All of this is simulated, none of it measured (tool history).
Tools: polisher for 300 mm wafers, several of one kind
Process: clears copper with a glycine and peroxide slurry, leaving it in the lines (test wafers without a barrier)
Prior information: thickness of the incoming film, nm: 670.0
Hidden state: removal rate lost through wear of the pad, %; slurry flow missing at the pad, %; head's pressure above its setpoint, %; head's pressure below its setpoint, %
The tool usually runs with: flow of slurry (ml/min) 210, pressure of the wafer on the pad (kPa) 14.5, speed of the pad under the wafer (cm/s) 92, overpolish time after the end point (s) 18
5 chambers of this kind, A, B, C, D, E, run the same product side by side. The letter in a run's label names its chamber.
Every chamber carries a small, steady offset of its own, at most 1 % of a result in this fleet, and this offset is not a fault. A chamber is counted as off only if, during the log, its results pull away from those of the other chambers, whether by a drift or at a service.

| run | hour | flow of slurry (ml/min) | pressure of the wafer on the pad (kPa) | speed of the pad under the wafer (cm/s) | overpolish time after the end point (s) | wafers polished on this pad | hours since the slurry nozzle was cleaned | hours since the head pressure was calibrated | time until the end point was called (s) | dishing of a wide line in a test structure (nm) |
|---|---|---|---|---|---|---|---|---|---|---|
| 1E | 8.3 | 210 | 14.5 | 92 | 18 | 828 | 51.1 | 362.9 | 134.34 | 25.771 |
|  | 11.7 | chamber A: worn pad replaced by a new one |
| 2D | 14.4 | 210 | 14.5 | 92 | 18 | 989 | 146.8 | 256.5 | 140.35 | 26.959 |
| 3A | 19.4 | 210 | 14.5 | 92 | 18 | 52 | 200.4 | 779.7 | 138.74 | 26.715 |
| 4C | 28.5 | 210 | 14.5 | 92 | 18 | 238 | 107.4 | 450.5 | 136.49 | 25.853 |
| 5B | 32.7 | 210 | 14.5 | 92 | 18 | 631 | 228.3 | 317.4 | 143.22 | 26.01 |
| 6A | 40.8 | 210 | 14.5 | 92 | 18 | 196 | 221.8 | 801.1 | 132.58 | 25.785 |
| 7C | 46.1 | 210 | 14.5 | 92 | 18 | 357 | 125 | 468.1 | 135.88 | 25.137 |
|  | 49.3 | chamber E: worn pad replaced by a new one |
|  | 51 | chamber D: worn pad replaced by a new one |
| 8E | 51.4 | 210 | 14.5 | 92 | 18 | 14 | 94.2 | 406 | 137.58 | 25.004 |
| 9D | 57.2 | 210 | 14.5 | 92 | 18 | 41 | 189.6 | 299.3 | 141.93 | 25.696 |
|  | 63.2 | chamber A: slurry nozzle cleaned |
| 10B | 64.5 | 210 | 14.5 | 92 | 18 | 845 | 260.1 | 349.2 | 136.12 | 25.869 |
|  | 65.2 | chamber B: slurry nozzle cleaned |
| 11E | 73.2 | 210 | 14.5 | 92 | 18 | 161 | 116 | 427.8 | 137.81 | 26.253 |
| 12A | 78.7 | 210 | 14.5 | 92 | 18 | 451 | 15.5 | 839 | 134.35 | 26.523 |
|  | 79.3 | chamber C: worn pad replaced by a new one |
| 13C | 87.6 | 145 | 16.5 | 92 | 18 | 56 | 166.5 | 509.6 | 132.01 | 25.917 |
| 14D | 92.4 | 145 | 16.5 | 92 | 18 | 278 | 224.8 | 334.5 | 132.57 | 26.549 |
| 15B | 99.1 | 145 | 16.5 | 92 | 18 | 1078 | 34 | 383.8 | 128.77 | 26.872 |
| 16E | 104.9 | 145 | 16.5 | 92 | 18 | 375 | 147.7 | 459.5 | 134.08 | 26.472 |
| 17B | 113.1 | 145 | 16.5 | 92 | 18 | 1173 | 48 | 397.8 | 131.03 | 25.296 |
| 18C | 117.2 | 210 | 14.5 | 92 | 18 | 255 | 196.1 | 539.2 | 136.99 | 26.654 |
| 19A | 125.9 | 210 | 14.5 | 92 | 18 | 769 | 62.7 | 886.2 | 138.07 | 26.1 |
|  | 126.1 | chamber A: worn pad replaced by a new one |
| 20D | 132.2 | 155 | 14.5 | 76 | 18 | 546 | 264.6 | 374.3 | 171.3 | 25.208 |
| 21A | 140.8 | 155 | 14.5 | 76 | 18 | 99 | 77.6 | 901.1 | 168.53 | 25.715 |
| 22C | 146.9 | 155 | 14.5 | 76 | 18 | 455 | 225.8 | 568.9 | 166.62 | 25.091 |
| 23E | 153.6 | 155 | 14.5 | 76 | 18 | 703 | 196.4 | 508.2 | 164.19 | 24.69 |
| 24B | 159.5 | 155 | 14.5 | 76 | 18 | 1485 | 94.4 | 444.2 | 175.03 | 25.05 |
|  | 160.2 | chamber A: head pressure recalibrated |
|  | 164.8 | chamber C: worn pad replaced by a new one |
| 25D | 165.6 | 210 | 14.5 | 92 | 18 | 771 | 298 | 407.7 | 139.1 | 26.135 |
| 26E | 173.4 | 210 | 14.5 | 92 | 18 | 836 | 216.2 | 528 | 134.15 | 27.015 |
| 27C | 179.7 | 210 | 14.5 | 92 | 18 | 100 | 258.6 | 601.7 | 136.87 | 26.546 |
| 28A | 187.7 | 210 | 14.5 | 92 | 18 | 415 | 124.5 | 27.6 | 136.78 | 26.391 |
| 29B | 192.9 | 210 | 14.5 | 92 | 18 | 1710 | 127.8 | 477.6 | 150.92 | 24.713 |
| 30D | 198.5 | 210 | 14.5 | 92 | 18 | 993 | 330.9 | 440.6 | 142.32 | 26.977 |
| 31C | 204.9 | 210 | 14.5 | 92 | 18 | 270 | 283.8 | 626.9 | 139.34 | 25.806 |
| 32B | 213 | 210 | 14.5 | 92 | 18 | 1846 | 147.9 | 497.7 | 149.05 | 25.763 |
| 33E | 221.1 | 210 | 14.5 | 92 | 18 | 1157 | 263.9 | 575.7 | 142.67 | 27.071 |
| 34A | 225.6 | 210 | 14.5 | 92 | 18 | 670 | 162.4 | 65.5 | 139.95 | 26.064 |
|  | 229.9 | chamber D: worn pad replaced by a new one |
| 35D | 233.2 | 210 | 14.5 | 92 | 18 | 22 | 365.6 | 475.3 | 137.24 | 25.372 |
| 36D | 241.1 | 210 | 14.5 | 92 | 18 | 75 | 373.5 | 483.2 | 140.6 | 25.813 |
| 37E | 246 | 210 | 14.5 | 92 | 18 | 1325 | 288.8 | 600.6 | 140.02 | 27.164 |
|  | 250.8 | chamber A: worn pad replaced by a new one |
| 38C | 253.4 | 210 | 14.5 | 92 | 18 | 596 | 332.3 | 675.4 | 139.03 | 25.527 |
| 39A | 261.2 | 210 | 14.5 | 68 | 18 | 70 | 198 | 101.1 | 168.28 | 25.448 |
| 40B | 267.2 | 210 | 14.5 | 68 | 18 | 2211 | 202.1 | 551.9 | 203 | 23.699 |

Predict what each chamber gives when all 5 of them run the settings below next.
| 41A | 273.9 | 210 | 14.5 | 92 | 18 |  |  |  | ? | ? |
| 41B | 273.9 | 210 | 14.5 | 92 | 18 |  |  |  | ? | ? |
| 41C | 273.9 | 210 | 14.5 | 92 | 18 |  |  |  | ? | ? |
| 41D | 273.9 | 210 | 14.5 | 92 | 18 |  |  |  | ? | ? |
| 41E | 273.9 | 210 | 14.5 | 92 | 18 |  |  |  | ? | ? |

| run | time until the end point was called (s) | dishing of a wide line in a test structure (nm) |
|---|---|---|
| 41A | 137.96 | 26.264 |
| 41B | 156.03 | 24.221 |
| 41C | 135.18 | 25.852 |
| 41D | 142.61 | 25.109 |
| 41E | 138.6 | 25.991 |
